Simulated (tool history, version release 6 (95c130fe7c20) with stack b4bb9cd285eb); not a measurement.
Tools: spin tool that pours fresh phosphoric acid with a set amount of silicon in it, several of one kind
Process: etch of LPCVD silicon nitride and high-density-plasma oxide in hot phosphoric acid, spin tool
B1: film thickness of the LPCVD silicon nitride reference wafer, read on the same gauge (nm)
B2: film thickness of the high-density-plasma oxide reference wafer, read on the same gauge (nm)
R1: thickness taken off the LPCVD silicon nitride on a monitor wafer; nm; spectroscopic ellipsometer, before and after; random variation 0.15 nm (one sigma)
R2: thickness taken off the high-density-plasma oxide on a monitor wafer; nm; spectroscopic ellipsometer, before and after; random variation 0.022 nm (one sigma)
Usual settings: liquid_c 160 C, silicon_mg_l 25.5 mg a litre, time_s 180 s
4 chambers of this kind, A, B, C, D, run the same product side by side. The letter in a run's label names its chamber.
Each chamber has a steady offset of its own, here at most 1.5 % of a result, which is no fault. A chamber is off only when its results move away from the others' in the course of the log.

Run 1D, hour 12.5: usual settings; B1 79.984; B2 39.985. Result: R1 16.7280 nm, R2 0.33709 nm.
Run 2C, hour 25.4: usual settings; B1 80.004; B2 39.988. Result: R1 16.8070 nm, R2 0.34790 nm.
Run 3A, hour 34.5: usual settings; B1 79.989; B2 39.959. Result: R1 16.8970 nm, R2 0.31712 nm.
Run 4B, hour 49.9: usual settings; B1 79.985; B2 39.974. Result: R1 16.8170 nm, R2 0.37368 nm.
Run 5B, hour 57.6: usual settings; B1 80.001; B2 40.038. Result: R1 16.8580 nm, R2 0.34950 nm.
Run 6C, hour 68.8: usual settings; B1 79.986; B2 40.007. Result: R1 16.6910 nm, R2 0.31472 nm.
Run 7D, hour 83.6: usual settings; B1 80.021; B2 40.021. Result: R1 16.7690 nm, R2 0.34541 nm.
Run 8A, hour 97.0: usual settings; B1 80.023; B2 39.989. Result: R1 17.0060 nm, R2 0.29369 nm.
Run 9A, hour 107.8: usual settings; B1 79.986; B2 39.994. Result: R1 17.0980 nm, R2 0.32873 nm.
Run 10D, hour 116.5: usual settings; B1 79.996; B2 39.973. Result: R1 16.7640 nm, R2 0.33101 nm.
Run 11C, hour 131.6: usual settings; B1 79.988; B2 39.979. Result: R1 17.1480 nm, R2 0.35311 nm.
Run 12B, hour 144.0: usual settings; B1 79.976; B2 39.966. Result: R1 16.8550 nm, R2 0.31395 nm.
Run 13C, hour 153.6: usual settings; B1 80.015; B2 40.012. Result: R1 16.7390 nm, R2 0.34980 nm.
Run 14A, hour 162.6: usual settings; B1 80.005; B2 40.000. Result: R1 17.2210 nm, R2 0.29714 nm.
Run 15B, hour 170.9: usual settings but silicon_mg_l 7.5 mg a litre, time_s 115 s; B1 79.981; B2 40.021. Result: R1 10.6270 nm, R2 0.33466 nm.
Run 16D, hour 178.4: usual settings but silicon_mg_l 7.5 mg a litre, time_s 115 s; B1 80.001; B2 39.955. Result: R1 10.6990 nm, R2 0.33462 nm.
Run 17C, hour 193.6: usual settings but silicon_mg_l 7.5 mg a litre, time_s 115 s; B1 80.007; B2 40.048. Result: R1 10.7690 nm, R2 0.39596 nm.
At hour 198.9: chamber C: dissolved silicon flow meter replaced.
Run 18D, hour 203.9: usual settings but silicon_mg_l 7.5 mg a litre, time_s 115 s; B1 79.989; B2 39.995. Result: R1 10.5370 nm, R2 0.37661 nm.
Run 19B, hour 213.9: usual settings; B1 79.994; B2 40.029. Result: R1 16.5340 nm, R2 0.31684 nm.
Run 20A, hour 221.3: usual settings; B1 79.988; B2 39.987. Result: R1 17.1030 nm, R2 0.32926 nm.
Run 21A, hour 230.8: usual settings; B1 80.006; B2 40.031. Result: R1 16.8270 nm, R2 0.35000 nm.
At hour 234.5: chamber C: thermometer replaced.
Run 22B, hour 246.2: usual settings; B1 79.998; B2 40.009. Result: R1 16.3330 nm, R2 0.34161 nm.
Run 23D, hour 259.6: usual settings; B1 79.994; B2 40.004. Result: R1 16.9010 nm, R2 0.33392 nm.
Run 24C, hour 270.3: usual settings; B1 79.973; B2 39.967. Result: R1 17.2450 nm, R2 0.33787 nm.
Run 25A, hour 282.9: usual settings; B1 80.046; B2 40.030. Result: R1 17.2050 nm, R2 0.33219 nm.
At hour 285.7: chamber A: thermometer replaced.
Run 26C, hour 291.5: usual settings; B1 79.990; B2 39.998. Result: R1 16.9020 nm, R2 0.31921 nm.
Run 27B, hour 303.0: usual settings; B1 79.983; B2 39.990. Result: R1 15.8240 nm, R2 0.31509 nm.
Run 28D, hour 316.8: usual settings; B1 79.970; B2 39.984. Result: R1 16.9280 nm, R2 0.31457 nm.
Run 29C, hour 329.6: usual settings but liquid_c 161 C, time_s 75 s; B1 79.983; B2 40.024. Result: R1 7.3932 nm, R2 0.15639 nm.
At hour 331.3: chamber D: dissolved silicon flow meter replaced.
Run 30D, hour 342.0: usual settings but liquid_c 161 C, time_s 75 s; B1 80.001; B2 40.006. Result: R1 7.3107 nm, R2 0.15148 nm.
Run 31A, hour 357.3: usual settings but liquid_c 161 C, time_s 75 s; B1 79.964; B2 39.992. Result: R1 7.2581 nm, R2 0.16528 nm.

All 4 chambers run these settings next. Forecast each chamber's results:
Run 32A, hour 368.5: usual settings. Result: R1 ?, R2 ?.
Run 32B, hour 368.5: usual settings. Result: R1 ?, R2 ?.
Run 32C, hour 368.5: usual settings. Result: R1 ?, R2 ?.
Run 32D, hour 368.5: usual settings. Result: R1 ?, R2 ?.

run       R1       R2
32A  17.1630  0.31139
32B  15.2470  0.27977
32C  16.9720  0.36860
32D  17.1090  0.31786
